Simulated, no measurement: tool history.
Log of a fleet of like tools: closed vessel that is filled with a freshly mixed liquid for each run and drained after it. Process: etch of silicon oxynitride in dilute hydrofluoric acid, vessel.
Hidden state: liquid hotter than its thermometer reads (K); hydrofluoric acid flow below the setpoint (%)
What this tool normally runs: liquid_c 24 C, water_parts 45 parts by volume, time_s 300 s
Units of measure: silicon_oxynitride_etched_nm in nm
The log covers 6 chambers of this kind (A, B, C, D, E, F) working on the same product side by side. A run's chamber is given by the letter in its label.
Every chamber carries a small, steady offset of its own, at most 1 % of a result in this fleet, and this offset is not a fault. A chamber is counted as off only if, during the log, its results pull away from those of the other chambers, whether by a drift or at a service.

| run | hour | liquid_c | water_parts | time_s | hours since the thermometer was replaced | hours since the hydrofluoric acid flow meter was replaced | read-back film thickness of the silicon oxynitride reference wafer, read on the same gauge (nm) | silicon_oxynitride_etched_nm |
|---|---|---|---|---|---|---|---|---|
| 1E | 2.1 | 24 | 45 | 300 | 784.2 | 1413.5 | 30.005 | 15.327 |
| 2F | 6.9 | 24 | 45 | 300 | 897.5 | 1047.9 | 29.999 | 15.851 |
| 3B | 11.2 | 24 | 45 | 300 | 684.1 | 133.2 | 29.987 | 15.554 |
| 4D | 14.3 | 24 | 45 | 300 | 275.8 | 870 | 30.015 | 15.557 |
|  | 16.3 | chamber E: hydrofluoric acid flow meter replaced |
| 5A | 18.2 | 24 | 45 | 300 | 249.6 | 646.3 | 29.989 | 15.678 |
| 6C | 22.3 | 24 | 45 | 300 | 450.8 | 756.4 | 30.015 | 15.314 |
| 7B | 24.9 | 24 | 45 | 300 | 697.8 | 146.9 | 30.007 | 15.833 |
| 8D | 28.1 | 24 | 45 | 300 | 289.6 | 883.8 | 29.993 | 15.659 |
| 9A | 30.4 | 24 | 45 | 300 | 261.8 | 658.5 | 30.011 | 15.712 |
| 10E | 34.4 | 24 | 45 | 300 | 816.5 | 18.1 | 29.993 | 15.636 |
| 11F | 36.6 | 22.5 | 45 | 300 | 927.2 | 1077.6 | 30.024 | 14.652 |
| 12C | 40 | 22.5 | 45 | 300 | 468.5 | 774.1 | 29.981 | 14.479 |
| 13D | 42.5 | 22.5 | 45 | 300 | 304 | 898.2 | 29.983 | 14.501 |
| 14F | 46.4 | 22.5 | 45 | 300 | 937 | 1087.4 | 29.985 | 14.425 |
| 15A | 48.6 | 22.5 | 45 | 300 | 280 | 676.7 | 30.015 | 14.567 |
| 16C | 51.9 | 22.5 | 45 | 300 | 480.4 | 786 | 30.001 | 14.696 |
| 17E | 54.1 | 24 | 45 | 300 | 836.2 | 37.8 | 29.987 | 15.569 |
| 18B | 57.6 | 24 | 45 | 300 | 730.5 | 179.6 | 29.984 | 15.912 |
| 19D | 62.2 | 24 | 45 | 300 | 323.7 | 917.9 | 29.998 | 15.318 |
| 20A | 64.4 | 24 | 45 | 300 | 295.8 | 692.5 | 29.999 | 15.786 |
| 21E | 67.3 | 28.5 | 45 | 370 | 849.4 | 51 | 29.984 | 24.02 |
| 22B | 69.6 | 28.5 | 45 | 370 | 742.5 | 191.6 | 29.995 | 24.164 |
| 23C | 72.4 | 28.5 | 45 | 370 | 500.9 | 806.5 | 30.007 | 23.995 |
| 24F | 76.2 | 28.5 | 45 | 370 | 966.8 | 1117.2 | 30.001 | 23.559 |
| 25C | 80.3 | 28.5 | 45 | 370 | 508.8 | 814.4 | 29.995 | 23.782 |
| 26A | 84.1 | 28.5 | 45 | 370 | 315.5 | 712.2 | 30.005 | 23.987 |
| 27F | 88.8 | 24 | 45 | 300 | 979.4 | 1129.8 | 30.002 | 15.272 |
| 28B | 92.8 | 24 | 45 | 300 | 765.7 | 214.8 | 30.004 | 15.7 |
| 29E | 96.2 | 24 | 45 | 300 | 878.3 | 79.9 | 29.997 | 15.553 |
|  | 98.2 | chamber D: hydrofluoric acid flow meter replaced |
| 30D | 100.2 | 26.5 | 45 | 300 | 361.7 | 2.1 | 30.035 | 17.926 |
| 31D | 105 | 26.5 | 45 | 300 | 366.5 | 6.9 | 29.998 | 17.559 |
| 32F | 107.8 | 26.5 | 45 | 300 | 998.4 | 1148.8 | 30.027 | 16.613 |
| 33B | 112.3 | 26.5 | 45 | 300 | 785.2 | 234.3 | 29.987 | 17.763 |
| 34C | 115.9 | 26.5 | 45 | 300 | 544.4 | 850 | 30.016 | 17.557 |
| 35E | 120.4 | 26.5 | 45 | 300 | 902.5 | 104.1 | 30 | 17.546 |
| 36A | 123.9 | 24 | 45 | 300 | 355.3 | 752 | 30.009 | 15.924 |
| 37A | 127.3 | 24 | 45 | 300 | 358.7 | 755.4 | 29.994 | 15.818 |
| 38F | 131.5 | 24 | 45 | 395 | 1022.1 | 1172.5 | 29.987 | 19.584 |
| 39B | 136.4 | 24 | 45 | 395 | 809.3 | 258.4 | 30.015 | 20.609 |
| 40C | 140.7 | 24 | 45 | 395 | 569.2 | 874.8 | 30 | 20.434 |
| 41E | 144.1 | 24 | 45 | 395 | 926.2 | 127.8 | 29.999 | 20.162 |
| 42D | 147 | 24 | 45 | 395 | 408.5 | 48.9 | 29.992 | 20.825 |

One chamber off, gauge drift, or nothing amiss beyond the chambers' own small offsets? If it is a chamber, which one, and what is the likeliest cause?

One chamber, F, drifts off from the rest bit by bit.
Likeliest cause: hydrofluoric acid flow below the setpoint (%) = 5.39.
With only this log, it may be confused with: liquid colder than its thermometer reads (K).

Chamber F could run next with any of the 4 candidate recipes listed below; each alters the usual settings, and their results appear as question marks. Which one brings its results back in line with what the other chambers deliver on the usual settings?
To be in line, a result may differ from the other chambers' mean on the usual settings by at most: silicon_oxynitride_etched_nm 0.54 nm
| 43F-1 | 150.5 | 23 | 45 | 300 |  |  |  | ? |
| 43F-2 | 150.5 | 23.5 | 45 | 270 |  |  |  | ? |
| 43F-3 | 150.5 | 26.5 | 45 | 300 |  |  |  | ? |
| 43F-4 | 150.5 | 24 | 45 | 315 |  |  |  | ? |

The mean the other chambers reach with the usual settings: silicon_oxynitride_etched_nm 15.686 nm
| run | silicon_oxynitride_etched_nm |
|---|---|
| 43F-1 | 14.148 |
| 43F-2 | 13.043 |
| 43F-3 | 16.722 |
| 43F-4 | 15.587 |
With 43F-4, the chamber falls back in line with the rest.
